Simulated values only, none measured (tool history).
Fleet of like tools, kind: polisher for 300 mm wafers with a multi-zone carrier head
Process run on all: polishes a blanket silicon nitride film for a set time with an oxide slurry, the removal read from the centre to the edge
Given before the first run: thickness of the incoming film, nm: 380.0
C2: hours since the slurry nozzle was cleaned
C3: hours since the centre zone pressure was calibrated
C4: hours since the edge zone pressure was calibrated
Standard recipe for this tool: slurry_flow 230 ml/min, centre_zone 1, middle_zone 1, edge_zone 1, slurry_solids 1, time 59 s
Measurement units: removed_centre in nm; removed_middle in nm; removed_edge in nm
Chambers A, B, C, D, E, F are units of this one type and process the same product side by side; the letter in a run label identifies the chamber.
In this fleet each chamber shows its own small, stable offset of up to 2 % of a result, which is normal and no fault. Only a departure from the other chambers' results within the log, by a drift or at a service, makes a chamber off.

{"run": "1D", "hour": 4.0, "slurry_flow": 230, "centre_zone": 1, "middle_zone": 1, "edge_zone": 1, "slurry_solids": 1, "time": 59, "wafers polished on this pad": 278, "C2": 337.8, "C3": 245.3, "C4": 1056.3, "removed_centre": 41.37, "removed_middle": 41.3, "removed_edge": 42.246}
{"run": "2E", "hour": 7.5, "slurry_flow": 230, "centre_zone": 1, "middle_zone": 1, "edge_zone": 1, "slurry_solids": 1, "time": 59, "wafers polished on this pad": 938, "C2": 501.9, "C3": 202.5, "C4": 334.1, "removed_centre": 41.473, "removed_middle": 41.362, "removed_edge": 41.027}
{"run": "3C", "hour": 9.7, "slurry_flow": 230, "centre_zone": 1, "middle_zone": 1, "edge_zone": 1, "slurry_solids": 1, "time": 59, "wafers polished on this pad": 627, "C2": 35, "C3": 614.1, "C4": 376.5, "removed_centre": 40.856, "removed_middle": 41.524, "removed_edge": 41.055}
{"run": "4F", "hour": 11.6, "slurry_flow": 230, "centre_zone": 1, "middle_zone": 1, "edge_zone": 1, "slurry_solids": 1, "time": 59, "wafers polished on this pad": 483, "C2": 435.1, "C3": 335.3, "C4": 693.4, "removed_centre": 40.803, "removed_middle": 41.58, "removed_edge": 40.66}
{"hour": 12.4, "done": "chamber E: slurry nozzle cleaned"}
{"run": "5B", "hour": 15.6, "slurry_flow": 230, "centre_zone": 1, "middle_zone": 1, "edge_zone": 1, "slurry_solids": 1, "time": 59, "wafers polished on this pad": 549, "C2": 460.5, "C3": 603.6, "C4": 469.6, "removed_centre": 42.199, "removed_middle": 41.7, "removed_edge": 41.568}
{"hour": 16.7, "done": "chamber A: worn pad replaced by a new one"}
{"run": "6A", "hour": 19.0, "slurry_flow": 230, "centre_zone": 1, "middle_zone": 1, "edge_zone": 1, "slurry_solids": 1, "time": 59, "wafers polished on this pad": 31, "C2": 191.8, "C3": 1113, "C4": 204.9, "removed_centre": 42.317, "removed_middle": 41.07, "removed_edge": 41.78}
{"hour": 21.7, "done": "chamber C: worn pad replaced by a new one"}
{"run": "7F", "hour": 21.8, "slurry_flow": 230, "centre_zone": 1, "middle_zone": 1, "edge_zone": 1, "slurry_solids": 1, "time": 59, "wafers polished on this pad": 620, "C2": 445.3, "C3": 345.5, "C4": 703.6, "removed_centre": 40.332, "removed_middle": 41.136, "removed_edge": 41.493}
{"run": "8C", "hour": 24.7, "slurry_flow": 230, "centre_zone": 1, "middle_zone": 1, "edge_zone": 1, "slurry_solids": 1, "time": 59, "wafers polished on this pad": 40, "C2": 50, "C3": 629.1, "C4": 391.5, "removed_centre": 41.832, "removed_middle": 41.572, "removed_edge": 41.366}
{"run": "9A", "hour": 28.6, "slurry_flow": 230, "centre_zone": 1, "middle_zone": 1, "edge_zone": 1, "slurry_solids": 1, "time": 59, "wafers polished on this pad": 160, "C2": 201.4, "C3": 1122.6, "C4": 214.5, "removed_centre": 42.158, "removed_middle": 41.999, "removed_edge": 42.017}
{"run": "10E", "hour": 32.4, "slurry_flow": 230, "centre_zone": 1, "middle_zone": 1, "edge_zone": 1, "slurry_solids": 1, "time": 59, "wafers polished on this pad": 1272, "C2": 20, "C3": 227.4, "C4": 359, "removed_centre": 42.9, "removed_middle": 42.119, "removed_edge": 42.167}
{"run": "11D", "hour": 34.5, "slurry_flow": 230, "centre_zone": 1, "middle_zone": 1, "edge_zone": 1, "slurry_solids": 1, "time": 59, "wafers polished on this pad": 687, "C2": 368.3, "C3": 275.8, "C4": 1086.8, "removed_centre": 41.198, "removed_middle": 41.554, "removed_edge": 42.157}
{"hour": 38.0, "done": "chamber B: centre zone pressure recalibrated"}
{"run": "12B", "hour": 38.7, "slurry_flow": 230, "centre_zone": 1, "middle_zone": 1, "edge_zone": 1, "slurry_solids": 1, "time": 59, "wafers polished on this pad": 859, "C2": 483.6, "C3": 0.7, "C4": 492.7, "removed_centre": 41.585, "removed_middle": 41.403, "removed_edge": 41.784}
{"run": "13D", "hour": 41.2, "slurry_flow": 230, "centre_zone": 1, "middle_zone": 1, "edge_zone": 1, "slurry_solids": 1, "time": 59, "wafers polished on this pad": 777, "C2": 375, "C3": 282.5, "C4": 1093.5, "removed_centre": 42.458, "removed_middle": 41.95, "removed_edge": 42.626}
{"run": "14B", "hour": 43.3, "slurry_flow": 230, "centre_zone": 1, "middle_zone": 1, "edge_zone": 1, "slurry_solids": 1, "time": 59, "wafers polished on this pad": 921, "C2": 488.2, "C3": 5.3, "C4": 497.3, "removed_centre": 42.132, "removed_middle": 41.486, "removed_edge": 41.867}
{"hour": 43.4, "done": "chamber E: worn pad replaced by a new one"}
{"run": "15A", "hour": 46.1, "slurry_flow": 230, "centre_zone": 1, "middle_zone": 1, "edge_zone": 1, "slurry_solids": 1, "time": 59, "wafers polished on this pad": 395, "C2": 218.9, "C3": 1140.1, "C4": 232, "removed_centre": 41.858, "removed_middle": 41.547, "removed_edge": 41.763}
{"run": "16E", "hour": 48.6, "slurry_flow": 230, "centre_zone": 1, "middle_zone": 1, "edge_zone": 1, "slurry_solids": 1, "time": 59, "wafers polished on this pad": 71, "C2": 36.2, "C3": 243.6, "C4": 375.2, "removed_centre": 41.957, "removed_middle": 41.213, "removed_edge": 41.199}
{"hour": 50.5, "done": "chamber B: worn pad replaced by a new one"}
{"run": "17C", "hour": 52.6, "slurry_flow": 230, "centre_zone": 1, "middle_zone": 1, "edge_zone": 1, "slurry_solids": 1, "time": 59, "wafers polished on this pad": 415, "C2": 77.9, "C3": 657, "C4": 419.4, "removed_centre": 41.628, "removed_middle": 42.383, "removed_edge": 41.404}
{"hour": 54.7, "done": "chamber C: centre zone pressure recalibrated"}
{"run": "18F", "hour": 56.1, "slurry_flow": 230, "centre_zone": 1, "middle_zone": 1, "edge_zone": 1, "slurry_solids": 1, "time": 59, "wafers polished on this pad": 1080, "C2": 479.6, "C3": 379.8, "C4": 737.9, "removed_centre": 40.985, "removed_middle": 41.315, "removed_edge": 41.518}
{"run": "19C", "hour": 58.3, "slurry_flow": 230, "centre_zone": 1, "middle_zone": 1, "edge_zone": 1, "slurry_solids": 1, "time": 59, "wafers polished on this pad": 491, "C2": 83.6, "C3": 3.6, "C4": 425.1, "removed_centre": 40.817, "removed_middle": 41.379, "removed_edge": 41.06}
{"run": "20B", "hour": 62.1, "slurry_flow": 230, "centre_zone": 1, "middle_zone": 1, "edge_zone": 1, "slurry_solids": 1, "time": 59, "wafers polished on this pad": 156, "C2": 507, "C3": 24.1, "C4": 516.1, "removed_centre": 41.846, "removed_middle": 42.652, "removed_edge": 41.632}
{"run": "21E", "hour": 64.2, "slurry_flow": 230, "centre_zone": 1, "middle_zone": 1.05, "edge_zone": 1, "slurry_solids": 1, "time": 76, "wafers polished on this pad": 280, "C2": 51.8, "C3": 259.2, "C4": 390.8, "removed_centre": 53.864, "removed_middle": 54.65, "removed_edge": 52.621}
{"run": "22A", "hour": 66.5, "slurry_flow": 230, "centre_zone": 1, "middle_zone": 1.05, "edge_zone": 1, "slurry_solids": 1, "time": 76, "wafers polished on this pad": 669, "C2": 239.3, "C3": 1160.5, "C4": 252.4, "removed_centre": 53.837, "removed_middle": 55.367, "removed_edge": 53.428}
{"run": "23D", "hour": 69.7, "slurry_flow": 230, "centre_zone": 1, "middle_zone": 1.05, "edge_zone": 1, "slurry_solids": 1, "time": 76, "wafers polished on this pad": 1160, "C2": 403.5, "C3": 311, "C4": 1122, "removed_centre": 51.933, "removed_middle": 54.537, "removed_edge": 53.012}
{"run": "24F", "hour": 71.6, "slurry_flow": 230, "centre_zone": 1, "middle_zone": 1.05, "edge_zone": 1, "slurry_solids": 1, "time": 76, "wafers polished on this pad": 1288, "C2": 495.1, "C3": 395.3, "C4": 753.4, "removed_centre": 51.696, "removed_middle": 54.587, "removed_edge": 53.316}
{"hour": 72.0, "done": "chamber C: worn pad replaced by a new one"}
{"run": "25B", "hour": 74.3, "slurry_flow": 230, "centre_zone": 1, "middle_zone": 1.05, "edge_zone": 1, "slurry_solids": 1, "time": 76, "wafers polished on this pad": 320, "C2": 519.2, "C3": 36.3, "C4": 528.3, "removed_centre": 52.994, "removed_middle": 56.557, "removed_edge": 52.944}
{"run": "26C", "hour": 78.2, "slurry_flow": 230, "centre_zone": 1, "middle_zone": 1.05, "edge_zone": 1, "slurry_solids": 1, "time": 76, "wafers polished on this pad": 83, "C2": 103.5, "C3": 23.5, "C4": 445, "removed_centre": 53.467, "removed_middle": 56.216, "removed_edge": 53.245}
{"run": "27F", "hour": 80.5, "slurry_flow": 230, "centre_zone": 1, "middle_zone": 1, "edge_zone": 1, "slurry_solids": 1, "time": 59, "wafers polished on this pad": 1408, "C2": 504, "C3": 404.2, "C4": 762.3, "removed_centre": 40.898, "removed_middle": 41.817, "removed_edge": 41.258}
{"run": "28E", "hour": 83.7, "slurry_flow": 230, "centre_zone": 1, "middle_zone": 1, "edge_zone": 1, "slurry_solids": 1, "time": 59, "wafers polished on this pad": 541, "C2": 71.3, "C3": 278.7, "C4": 410.3, "removed_centre": 41.448, "removed_middle": 41.025, "removed_edge": 42.057}
{"run": "29D", "hour": 85.6, "slurry_flow": 230, "centre_zone": 1, "middle_zone": 1, "edge_zone": 1, "slurry_solids": 1, "time": 59, "wafers polished on this pad": 1373, "C2": 419.4, "C3": 326.9, "C4": 1137.9, "removed_centre": 39.21, "removed_middle": 39.297, "removed_edge": 39.693}
{"hour": 86.9, "done": "chamber A: worn pad replaced by a new one"}
{"run": "30A", "hour": 89.0, "slurry_flow": 230, "centre_zone": 1, "middle_zone": 1, "edge_zone": 1, "slurry_solids": 1, "time": 59, "wafers polished on this pad": 28, "C2": 261.8, "C3": 1183, "C4": 274.9, "removed_centre": 42.381, "removed_middle": 41.368, "removed_edge": 41.322}
{"run": "31C", "hour": 91.1, "slurry_flow": 230, "centre_zone": 1, "middle_zone": 1, "edge_zone": 1, "slurry_solids": 1, "time": 59, "wafers polished on this pad": 256, "C2": 116.4, "C3": 36.4, "C4": 457.9, "removed_centre": 41.208, "removed_middle": 41.655, "removed_edge": 40.965}
{"run": "32F", "hour": 93.3, "slurry_flow": 305, "centre_zone": 0.93, "middle_zone": 1, "edge_zone": 1, "slurry_solids": 1, "time": 59, "wafers polished on this pad": 1579, "C2": 516.8, "C3": 417, "C4": 775.1, "removed_centre": 38.762, "removed_middle": 43.302, "removed_edge": 42.049}
{"run": "33B", "hour": 96.3, "slurry_flow": 305, "centre_zone": 0.93, "middle_zone": 1, "edge_zone": 1, "slurry_solids": 1, "time": 59, "wafers polished on this pad": 615, "C2": 541.2, "C3": 58.3, "C4": 550.3, "removed_centre": 39.622, "removed_middle": 43.573, "removed_edge": 42.234}
{"hour": 96.5, "done": "chamber F: worn pad replaced by a new one"}
{"run": "34E", "hour": 99.7, "slurry_flow": 305, "centre_zone": 0.93, "middle_zone": 1, "edge_zone": 1, "slurry_solids": 1, "time": 59, "wafers polished on this pad": 756, "C2": 87.3, "C3": 294.7, "C4": 426.3, "removed_centre": 40.407, "removed_middle": 42.176, "removed_edge": 43.6}
{"run": "35A", "hour": 103.1, "slurry_flow": 305, "centre_zone": 0.93, "middle_zone": 1, "edge_zone": 1, "slurry_solids": 1, "time": 59, "wafers polished on this pad": 217, "C2": 275.9, "C3": 1197.1, "C4": 289, "removed_centre": 40.174, "removed_middle": 41.666, "removed_edge": 42.669}
{"run": "36D", "hour": 106.8, "slurry_flow": 305, "centre_zone": 0.93, "middle_zone": 1, "edge_zone": 1, "slurry_solids": 1, "time": 59, "wafers polished on this pad": 1657, "C2": 440.6, "C3": 348.1, "C4": 1159.1, "removed_centre": 36.242, "removed_middle": 38.339, "removed_edge": 39.17}
{"hour": 107.1, "done": "chamber D: edge zone pressure recalibrated"}
{"run": "37D", "hour": 109.7, "slurry_flow": 305, "centre_zone": 0.93, "middle_zone": 1, "edge_zone": 1, "slurry_solids": 1, "time": 59, "wafers polished on this pad": 1696, "C2": 443.5, "C3": 351, "C4": 2.6, "removed_centre": 35.479, "removed_middle": 38.843, "removed_edge": 39.05}
{"run": "38E", "hour": 112.7, "slurry_flow": 230, "centre_zone": 1, "middle_zone": 1, "edge_zone": 1, "slurry_solids": 1, "time": 59, "wafers polished on this pad": 930, "C2": 100.3, "C3": 307.7, "C4": 439.3, "removed_centre": 41.677, "removed_middle": 42.056, "removed_edge": 41.329}
{"run": "39F", "hour": 115.1, "slurry_flow": 230, "centre_zone": 1, "middle_zone": 1, "edge_zone": 1, "slurry_solids": 1, "time": 59, "wafers polished on this pad": 250, "C2": 538.6, "C3": 438.8, "C4": 796.9, "removed_centre": 39.673, "removed_middle": 40.524, "removed_edge": 41.055}
{"run": "40A", "hour": 118.8, "slurry_flow": 230, "centre_zone": 1, "middle_zone": 1, "edge_zone": 1, "slurry_solids": 1, "time": 59, "wafers polished on this pad": 428, "C2": 291.6, "C3": 1212.8, "C4": 304.7, "removed_centre": 42.306, "removed_middle": 41.049, "removed_edge": 42.12}
{"run": "41C", "hour": 122.4, "slurry_flow": 230, "centre_zone": 1, "middle_zone": 1, "edge_zone": 1, "slurry_solids": 1, "time": 59, "wafers polished on this pad": 676, "C2": 147.7, "C3": 67.7, "C4": 489.2, "removed_centre": 41.519, "removed_middle": 41.539, "removed_edge": 40.98}
{"run": "42B", "hour": 124.6, "slurry_flow": 230, "centre_zone": 1, "middle_zone": 1, "edge_zone": 1, "slurry_solids": 1, "time": 59, "wafers polished on this pad": 995, "C2": 569.5, "C3": 86.6, "C4": 578.6, "removed_centre": 41.192, "removed_middle": 42.176, "removed_edge": 41.546}

All 6 chambers run these settings next. Forecast each chamber's results:
{"run": "43A", "hour": 127.6, "slurry_flow": 230, "centre_zone": 1, "middle_zone": 1, "edge_zone": 1, "slurry_solids": 1, "time": 59, "removed_centre": "?", "removed_middle": "?", "removed_edge": "?"}
{"run": "43B", "hour": 127.6, "slurry_flow": 230, "centre_zone": 1, "middle_zone": 1, "edge_zone": 1, "slurry_solids": 1, "time": 59, "removed_centre": "?", "removed_middle": "?", "removed_edge": "?"}
{"run": "43C", "hour": 127.6, "slurry_flow": 230, "centre_zone": 1, "middle_zone": 1, "edge_zone": 1, "slurry_solids": 1, "time": 59, "removed_centre": "?", "removed_middle": "?", "removed_edge": "?"}
{"run": "43D", "hour": 127.6, "slurry_flow": 230, "centre_zone": 1, "middle_zone": 1, "edge_zone": 1, "slurry_solids": 1, "time": 59, "removed_centre": "?", "removed_middle": "?", "removed_edge": "?"}
{"run": "43E", "hour": 127.6, "slurry_flow": 230, "centre_zone": 1, "middle_zone": 1, "edge_zone": 1, "slurry_solids": 1, "time": 59, "removed_centre": "?", "removed_middle": "?", "removed_edge": "?"}
{"run": "43F", "hour": 127.6, "slurry_flow": 230, "centre_zone": 1, "middle_zone": 1, "edge_zone": 1, "slurry_solids": 1, "time": 59, "removed_centre": "?", "removed_middle": "?", "removed_edge": "?"}

run=43A removed_centre=41.626 removed_middle=41.303 removed_edge=41.918
run=43B removed_centre=41.871 removed_middle=41.987 removed_edge=41.506
run=43C removed_centre=41.361 removed_middle=41.281 removed_edge=40.809
run=43D removed_centre=35.944 removed_middle=36.269 removed_edge=36.772
run=43E removed_centre=41.516 removed_middle=40.991 removed_edge=40.831
run=43F removed_centre=41.584 removed_middle=40.484 removed_edge=40.649

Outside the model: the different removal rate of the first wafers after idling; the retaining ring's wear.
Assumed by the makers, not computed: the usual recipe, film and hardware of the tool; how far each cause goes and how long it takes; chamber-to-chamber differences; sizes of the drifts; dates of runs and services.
